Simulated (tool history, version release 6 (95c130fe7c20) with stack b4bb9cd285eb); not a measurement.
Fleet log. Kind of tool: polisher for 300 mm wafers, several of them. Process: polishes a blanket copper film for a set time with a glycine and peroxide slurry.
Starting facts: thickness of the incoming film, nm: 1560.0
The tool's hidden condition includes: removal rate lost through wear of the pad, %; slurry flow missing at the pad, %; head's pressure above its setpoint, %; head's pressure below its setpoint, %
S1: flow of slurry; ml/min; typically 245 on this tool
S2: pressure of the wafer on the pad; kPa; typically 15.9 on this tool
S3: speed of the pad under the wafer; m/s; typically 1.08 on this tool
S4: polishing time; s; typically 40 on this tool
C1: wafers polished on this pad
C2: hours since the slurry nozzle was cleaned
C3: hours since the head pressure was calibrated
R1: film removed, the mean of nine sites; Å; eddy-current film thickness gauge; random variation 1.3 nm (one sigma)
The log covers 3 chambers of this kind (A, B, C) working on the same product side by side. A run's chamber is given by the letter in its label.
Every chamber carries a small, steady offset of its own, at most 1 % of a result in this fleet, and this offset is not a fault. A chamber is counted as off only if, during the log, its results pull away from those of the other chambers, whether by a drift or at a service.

-- hour=1.4 chamber B: slurry nozzle cleaned
run 1C hour=8.1 | S1=245 S2=15.9 S3=1.08 S4=40 | C1=500 C2=466.4 C3=61.5 | R1=1865.7
run 2B hour=13.2 | S1=245 S2=15.9 S3=1.08 S4=40 | C1=594 C2=11.9 C3=197.6 | R1=1843.4
-- hour=14.8 chamber A: worn pad replaced by a new one
run 3A hour=19.9 | S1=245 S2=15.9 S3=1.08 S4=40 | C1=51 C2=403.9 C3=405.1 | R1=1852.9
-- hour=26.4 chamber A: slurry nozzle cleaned
run 4C hour=28.9 | S1=245 S2=15.9 S3=1.08 S4=40 | C1=708 C2=487.2 C3=82.3 | R1=1868.4
run 5B hour=34.3 | S1=245 S2=15.9 S3=1.08 S4=40 | C1=805 C2=33 C3=218.7 | R1=1838.4
-- hour=35.4 chamber C: worn pad replaced by a new one
-- hour=36.9 chamber B: worn pad replaced by a new one
run 6A hour=43.2 | S1=310 S2=15.9 S3=0.9 S4=40 | C1=284 C2=16.8 C3=428.4 | R1=1640.2
run 7A hour=50.7 | S1=310 S2=15.9 S3=0.9 S4=40 | C1=359 C2=24.3 C3=435.9 | R1=1659.1
run 8C hour=58 | S1=310 S2=15.9 S3=0.9 S4=40 | C1=226 C2=516.3 C3=111.4 | R1=1642.9
run 9B hour=65.1 | S1=245 S2=15.9 S3=1.08 S4=40 | C1=282 C2=63.8 C3=249.5 | R1=1830.7
run 10A hour=74.1 | S1=245 S2=15.9 S3=1.22 S4=49 | C1=593 C2=47.7 C3=459.3 | R1=2509.6
run 11B hour=80.8 | S1=245 S2=15.9 S3=1.22 S4=49 | C1=439 C2=79.5 C3=265.2 | R1=2518.9
run 12C hour=90.3 | S1=245 S2=15.9 S3=1.22 S4=49 | C1=550 C2=548.6 C3=143.7 | R1=2504.8
run 13B hour=100 | S1=245 S2=15.9 S3=1.08 S4=40 | C1=631 C2=98.7 C3=284.4 | R1=1811.9
run 14A hour=109 | S1=245 S2=15.9 S3=1.08 S4=40 | C1=942 C2=82.6 C3=494.2 | R1=1848.9
run 15C hour=116.3 | S1=245 S2=15.9 S3=1.08 S4=40 | C1=810 C2=574.6 C3=169.7 | R1=1811
-- hour=122.8 chamber B: worn pad replaced by a new one
run 16C hour=124.5 | S1=245 S2=15.9 S3=1.08 S4=40 | C1=892 C2=582.8 C3=177.9 | R1=1834.8
-- hour=130.9 chamber C: worn pad replaced by a new one
run 17B hour=131.4 | S1=245 S2=15.9 S3=1.08 S4=40 | C1=86 C2=130.1 C3=315.8 | R1=1846.4
run 18A hour=135.8 | S1=245 S2=15.9 S3=1.08 S4=40 | C1=1210 C2=109.4 C3=521 | R1=1873.6
run 19C hour=140.8 | S1=245 S2=15.9 S3=1.08 S4=40 | C1=99 C2=599.1 C3=194.2 | R1=1844.8
run 20B hour=148.3 | S1=325 S2=12.4 S3=1.08 S4=40 | C1=255 C2=147 C3=332.7 | R1=1555.1
run 21A hour=157.8 | S1=325 S2=12.4 S3=1.08 S4=40 | C1=1430 C2=131.4 C3=543 | R1=1589.9
run 22C hour=166.5 | S1=325 S2=12.4 S3=1.08 S4=40 | C1=356 C2=624.8 C3=219.9 | R1=1540.7
run 23A hour=175.5 | S1=305 S2=15.9 S3=1.08 S4=50 | C1=1607 C2=149.1 C3=560.7 | R1=2400.3
-- hour=177.4 chamber A: worn pad replaced by a new one
run 24B hour=183.3 | S1=305 S2=15.9 S3=1.08 S4=50 | C1=605 C2=182 C3=367.7 | R1=2375.8
run 25A hour=188.3 | S1=305 S2=15.9 S3=1.08 S4=50 | C1=109 C2=161.9 C3=573.5 | R1=2410.4
run 26C hour=197.4 | S1=245 S2=15.9 S3=0.72 S4=45 | C1=666 C2=655.7 C3=250.8 | R1=1473.4
run 27B hour=206.4 | S1=245 S2=15.9 S3=0.72 S4=45 | C1=836 C2=205.1 C3=390.8 | R1=1515.7
-- hour=210.3 chamber B: worn pad replaced by a new one
run 28C hour=213.9 | S1=245 S2=15.9 S3=0.72 S4=45 | C1=831 C2=672.2 C3=267.3 | R1=1464.9
-- hour=220.6 chamber C: worn pad replaced by a new one
run 29B hour=220.7 | S1=245 S2=15.9 S3=1.08 S4=40 | C1=104 C2=219.4 C3=405.1 | R1=1820.3
run 30A hour=227.3 | S1=245 S2=15.9 S3=1.08 S4=40 | C1=499 C2=200.9 C3=612.5 | R1=1857.7
run 31A hour=236.2 | S1=245 S2=15.9 S3=1.08 S4=40 | C1=588 C2=209.8 C3=621.4 | R1=1861.5
run 32C hour=243 | S1=245 S2=15.9 S3=1.08 S4=40 | C1=224 C2=701.3 C3=296.4 | R1=1720.1

For the next run the whole fleet of 3 chambers uses the same settings. Give each chamber's results:
run 33A hour=250.2 | S1=245 S2=15.9 S3=1.08 S4=40 | R1=?
run 33B hour=250.2 | S1=245 S2=15.9 S3=1.08 S4=40 | R1=?
run 33C hour=250.2 | S1=245 S2=15.9 S3=1.08 S4=40 | R1=?

run=33A R1=1855.8
run=33B R1=1855
run=33C R1=1734.9
